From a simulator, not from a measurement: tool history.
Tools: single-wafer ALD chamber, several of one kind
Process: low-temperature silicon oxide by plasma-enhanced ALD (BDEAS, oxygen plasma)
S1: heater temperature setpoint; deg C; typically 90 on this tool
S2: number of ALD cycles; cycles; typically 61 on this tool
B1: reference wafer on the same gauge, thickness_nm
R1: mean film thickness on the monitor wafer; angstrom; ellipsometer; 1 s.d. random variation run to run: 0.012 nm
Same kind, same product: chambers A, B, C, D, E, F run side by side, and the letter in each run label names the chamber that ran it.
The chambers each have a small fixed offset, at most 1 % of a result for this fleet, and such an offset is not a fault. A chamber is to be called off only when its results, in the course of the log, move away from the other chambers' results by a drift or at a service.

run 1C hour=6.5 | S1=90 S2=61 | B1=7.9574 | R1=90.645
run 2B hour=13.9 | S1=90 S2=61 | B1=7.9554 | R1=90.169
run 3A hour=22.1 | S1=90 S2=61 | B1=7.956 | R1=90.856
run 4E hour=26.8 | S1=90 S2=61 | B1=7.9564 | R1=91
run 5F hour=36.4 | S1=99 S2=72 | B1=7.9538 | R1=103.11
run 6D hour=46.7 | S1=99 S2=72 | B1=7.9564 | R1=103.54
run 7B hour=55.8 | S1=99 S2=72 | B1=7.9524 | R1=103.31
run 8E hour=62.2 | S1=99 S2=72 | B1=7.9524 | R1=103.62
run 9A hour=68.6 | S1=99 S2=72 | B1=7.9486 | R1=103.77
run 10D hour=76.1 | S1=99 S2=72 | B1=7.9494 | R1=103.43
run 11C hour=81.5 | S1=90 S2=61 | B1=7.9464 | R1=90.651
run 12F hour=86.4 | S1=90 S2=61 | B1=7.9485 | R1=90.23
run 13B hour=96.3 | S1=90 S2=61 | B1=7.9481 | R1=90.413
run 14C hour=106.3 | S1=95 S2=61 | B1=7.9475 | R1=88.857
run 15D hour=116.7 | S1=95 S2=61 | B1=7.9458 | R1=88.728
run 16F hour=127.5 | S1=95 S2=61 | B1=7.9415 | R1=88.392
run 17E hour=133.5 | S1=95 S2=61 | B1=7.9441 | R1=89.121
run 18A hour=143 | S1=95 S2=61 | B1=7.9426 | R1=89.215
run 19E hour=150.5 | S1=95 S2=61 | B1=7.9398 | R1=89.061
run 20F hour=155.2 | S1=90 S2=61 | B1=7.9415 | R1=90.001
run 21A hour=160.2 | S1=90 S2=61 | B1=7.9409 | R1=90.399
-- hour=166 chamber A: thermocouple changed; heater temperature recalibrated
run 22B hour=170.7 | S1=90 S2=61 | B1=7.9395 | R1=90.339
run 23C hour=176 | S1=90 S2=61 | B1=7.9373 | R1=90.458
run 24D hour=183.9 | S1=90 S2=61 | B1=7.9368 | R1=90.127
run 25D hour=190.9 | S1=90 S2=61 | B1=7.936 | R1=90.303
run 26B hour=200.5 | S1=90 S2=61 | B1=7.9324 | R1=90.09
run 27F hour=208.5 | S1=90 S2=61 | B1=7.934 | R1=89.868
run 28A hour=217.5 | S1=90 S2=61 | B1=7.9344 | R1=90.628
run 29C hour=228 | S1=83 S2=52 | B1=7.9284 | R1=78.847
run 30E hour=233.1 | S1=83 S2=52 | B1=7.9303 | R1=78.985
run 31D hour=243.2 | S1=83 S2=52 | B1=7.9303 | R1=78.754
run 32A hour=251.5 | S1=83 S2=52 | B1=7.9306 | R1=78.903
run 33F hour=256.9 | S1=83 S2=52 | B1=7.9271 | R1=78.433
run 34E hour=267.4 | S1=83 S2=52 | B1=7.9258 | R1=78.775
run 35C hour=274.4 | S1=85 S2=61 | B1=7.9262 | R1=91.868
run 36B hour=279.9 | S1=85 S2=61 | B1=7.9227 | R1=91.5
run 37A hour=285.2 | S1=85 S2=61 | B1=7.9238 | R1=91.838
run 38E hour=291.3 | S1=85 S2=61 | B1=7.9246 | R1=91.899
run 39D hour=298.1 | S1=85 S2=61 | B1=7.9243 | R1=91.707
run 40C hour=306.1 | S1=85 S2=61 | B1=7.9189 | R1=91.772
run 41B hour=311.5 | S1=90 S2=61 | B1=7.9219 | R1=90.024
run 42F hour=318 | S1=90 S2=61 | B1=7.9185 | R1=89.685
run 43E hour=328.5 | S1=90 S2=61 | B1=7.9155 | R1=90.135
run 44B hour=337.9 | S1=90 S2=61 | B1=7.9199 | R1=89.713

For the next run the whole fleet of 6 chambers uses the same settings. Give each chamber's results:
run 45A hour=345.5 | S1=90 S2=69 | R1=?
run 45B hour=345.5 | S1=90 S2=69 | R1=?
run 45C hour=345.5 | S1=90 S2=69 | R1=?
run 45D hour=345.5 | S1=90 S2=69 | R1=?
run 45E hour=345.5 | S1=90 S2=69 | R1=?
run 45F hour=345.5 | S1=90 S2=69 | R1=?

run=45A R1=101.83
run=45B R1=101.73
run=45C R1=101.93
run=45D R1=101.92
run=45E R1=102.28
run=45F R1=101.51

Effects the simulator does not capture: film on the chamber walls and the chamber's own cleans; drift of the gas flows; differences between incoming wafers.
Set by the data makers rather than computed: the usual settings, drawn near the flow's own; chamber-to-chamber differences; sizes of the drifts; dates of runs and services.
